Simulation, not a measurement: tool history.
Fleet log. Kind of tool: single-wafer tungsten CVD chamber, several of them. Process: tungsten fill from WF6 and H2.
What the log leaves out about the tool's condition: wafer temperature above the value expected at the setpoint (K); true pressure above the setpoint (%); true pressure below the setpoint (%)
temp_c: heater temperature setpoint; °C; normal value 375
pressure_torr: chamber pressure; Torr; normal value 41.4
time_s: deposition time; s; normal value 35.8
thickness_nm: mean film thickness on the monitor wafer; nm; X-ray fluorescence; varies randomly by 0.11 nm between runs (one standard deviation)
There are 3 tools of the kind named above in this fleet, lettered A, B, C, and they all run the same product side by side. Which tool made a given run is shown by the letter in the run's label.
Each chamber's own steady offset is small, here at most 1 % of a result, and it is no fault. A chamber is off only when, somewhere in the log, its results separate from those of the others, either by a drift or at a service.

run    day  temp_c  pressure_torr  time_s  hours since the last thermocouple change  hours since the last manometer calibration  read-back reference wafer on the same gauge, thickness_nm  thickness_nm
 1C  0.258     375           41.4    35.8                                     148.2                                       397.3                                                     76.198        74.111
 2A  0.533     375           41.4    35.8                                     192.8                                      2480.2                                                     76.239        73.945
 3B  0.883     375           41.4    35.8                                    1857.8                                        1345                                                     76.278        74.456
 4A  1.221     375           41.4    35.8                                     209.3                                      2496.7                                                     76.273        73.721
 5C  1.533     367           36.3    35.8                                     178.8                                       427.9                                                     76.293        59.237
 6B  1.829     367           36.3    35.8                                    1880.5                                      1367.7                                                     76.314        59.121
 7A  2.038     367           36.3    35.8                                     228.9                                      2516.3                                                      76.32        58.488
 8B  2.442     375           41.4    35.8                                    1895.2                                      1382.4                                                     76.338        74.912
 9C  2.796     375           41.4    35.8                                     209.1                                       458.2                                                     76.378        74.137
10C  3.104     375           41.4    35.8                                     216.5                                       465.6                                                     76.382        74.255
11B  3.496     375           41.4    35.8                                    1920.5                                      1407.7                                                     76.387        74.751
12A  3.696     375           41.4    35.8                                     268.7                                      2556.1                                                     76.416        73.537
13A    4.1     375           41.4    35.8                                     278.4                                      2565.8                                                     76.445        73.907
14B  4.338     375           41.4    35.8                                    1940.7                                      1427.9                                                     76.467        74.599
15C    4.7     375           41.4    35.8                                     254.8                                       503.9                                                     76.466        74.172
16B  4.912     375           41.4    35.8                                    1954.5                                      1441.7                                                     76.482        74.984
17A  5.296     375           41.4    35.8                                     307.1                                      2594.5                                                     76.518        73.739
18C  5.483     375           41.4    35.8                                     273.6                                       522.7                                                     76.525        74.406
19C  5.738     375           41.4    35.8                                     279.7                                       528.8                                                     76.576        74.289
20A  6.029     375           41.4    35.8                                     324.7                                      2612.1                                                     76.571        73.979
21B  6.421     375           41.4    35.8                                    1990.7                                      1477.9                                                     76.631        75.085
22A  6.712     375           41.4    35.8                                     341.1                                      2628.5                                                     76.605        74.108
23C  6.946     375           41.4    35.8                                     308.7                                       557.8                                                      76.63        74.449
24B  7.154     375           41.4    35.8                                    2008.3                                      1495.5                                                     76.611        74.865

Is one chamber out of step, is the gauge drifting, or do the chambers differ by no more than their own small offsets? For an off chamber, give its letter and the likeliest cause.

Gauge drift. The chambers move together only on paper, and none stands off.
Cause: gauge reads high (%) = 0.595.
